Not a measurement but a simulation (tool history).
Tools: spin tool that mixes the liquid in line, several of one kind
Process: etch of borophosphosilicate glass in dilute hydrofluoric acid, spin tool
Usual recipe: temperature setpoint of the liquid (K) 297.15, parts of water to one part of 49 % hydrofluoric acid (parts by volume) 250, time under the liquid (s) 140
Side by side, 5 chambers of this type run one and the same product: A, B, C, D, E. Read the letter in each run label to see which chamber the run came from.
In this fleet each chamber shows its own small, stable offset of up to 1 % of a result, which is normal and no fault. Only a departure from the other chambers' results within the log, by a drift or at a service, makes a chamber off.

run,hour,temperature setpoint of the liquid (K),parts of water to one part of 49 % hydrofluoric acid (parts by volume),time under the liquid (s),hours since the thermometer was replaced,hours since the hydrofluoric acid flow meter was replaced,"read-back film thickness of the borophosphosilicate glass reference wafer, read on the same gauge (nm)",thickness taken off the borophosphosilicate glass on a monitor wafer (nm)
1C,5.5,297.15,250,140,836.0,161.1,120.02,22.0490
2B,10.5,297.15,250,140,1340.5,262.1,119.99,22.5850
3A,17.1,297.15,250,140,169.8,2002.9,120.01,22.3220
4D,23.1,297.15,250,140,1695.7,132.0,120.00,22.1430
5E,31.7,297.15,160,65,447.0,859.7,120.04,17.9220
6D,39.7,297.15,160,65,1712.3,148.6,120.02,17.6410
7C,48.3,297.15,160,65,878.8,203.9,120.01,17.4670
8E,55.1,297.15,160,65,470.4,883.1,120.00,18.1700
9A,60.1,297.15,160,65,212.8,2045.9,119.98,17.4780
10B,65.3,297.15,185,185,1395.3,316.9,120.01,42.5410
11A,71.8,297.15,185,185,224.5,2057.6,120.02,42.2140
12B,75.9,297.15,185,185,1405.9,327.5,120.02,43.2310
13E,80.5,297.15,185,185,495.8,908.5,120.00,42.3710
14D,86.7,297.15,185,185,1759.3,195.6,120.00,42.6020
15C,91.5,293.65,250,140,922.0,247.1,119.99,19.4020
16E,95.4,293.65,250,140,510.7,923.4,119.97,19.6350
17B,103.5,293.65,250,140,1433.5,355.1,119.98,19.9780
18A,108.9,293.65,250,140,261.6,2094.7,120.00,19.3870
19D,117.4,293.65,250,140,1790.0,226.3,120.01,19.2100
20C,125.8,297.15,250,140,956.3,281.4,119.98,22.6890
21A,134.4,297.15,250,140,287.1,2120.2,120.01,21.9470
22E,142.1,297.15,250,140,557.4,970.1,119.99,22.0890
# hour 143.3: chamber C: thermometer replaced
23D,146.1,294.15,250,65,1818.7,255.0,119.99,9.2650
24B,152.6,294.15,250,65,1482.6,404.2,119.98,9.3482
# hour 152.7: chamber E: hydrofluoric acid flow meter replaced
25C,159.8,294.15,250,65,16.6,315.4,119.97,9.5099
26A,164.1,294.15,250,65,316.8,2149.9,119.97,9.2550
27E,171.1,294.15,250,65,586.4,18.4,120.01,9.2477
28B,178.2,297.15,250,140,1508.2,429.8,120.00,22.5190
29C,184.7,297.15,250,140,41.5,340.3,120.02,23.5920
30D,192.3,297.15,250,140,1864.9,301.2,119.99,22.2900
31E,201.0,297.15,250,140,616.3,48.3,119.98,22.2810
32A,209.4,297.15,250,140,362.1,2195.2,120.04,22.2400
33B,217.9,297.15,250,140,1547.9,469.5,120.03,22.4060
34C,222.6,297.15,250,140,79.4,378.2,120.02,24.2040
35D,227.8,297.15,250,140,1900.4,336.7,120.02,22.4260
36D,232.2,297.15,250,140,1904.8,341.1,120.00,22.3270

One chamber off, gauge drift, or nothing amiss beyond the chambers' own small offsets? If it is a chamber, which one, and what is the likeliest cause?

One chamber, C, drifts off from the rest bit by bit.
Likeliest cause: hydrofluoric acid flow above the setpoint (%) = 8.01.

Chamber C could run next with any of the 4 candidate recipes listed below; each alters the usual settings, and their results appear as question marks. Which one brings its results back in line with what the other chambers deliver on the usual settings?
To be in line, a result may differ from the other chambers' mean on the usual settings by at most: thickness taken off the borophosphosilicate glass on a monitor wafer (nm) 0.7700
37C-1,238.5,297.15,240,145,,,,?
37C-2,238.5,297.15,245,140,,,,?
37C-3,238.5,297.15,250,130,,,,?
37C-4,238.5,297.15,255,140,,,,?

Other chambers, usual settings, mean: thickness taken off the borophosphosilicate glass on a monitor wafer (nm) 22.1880
run,thickness taken off the borophosphosilicate glass on a monitor wafer (nm)
37C-1,26.3140
37C-2,24.7680
37C-3,22.4290
37C-4,23.5670
37C-3 is the one that brings the chamber's results back in line with the other chambers.

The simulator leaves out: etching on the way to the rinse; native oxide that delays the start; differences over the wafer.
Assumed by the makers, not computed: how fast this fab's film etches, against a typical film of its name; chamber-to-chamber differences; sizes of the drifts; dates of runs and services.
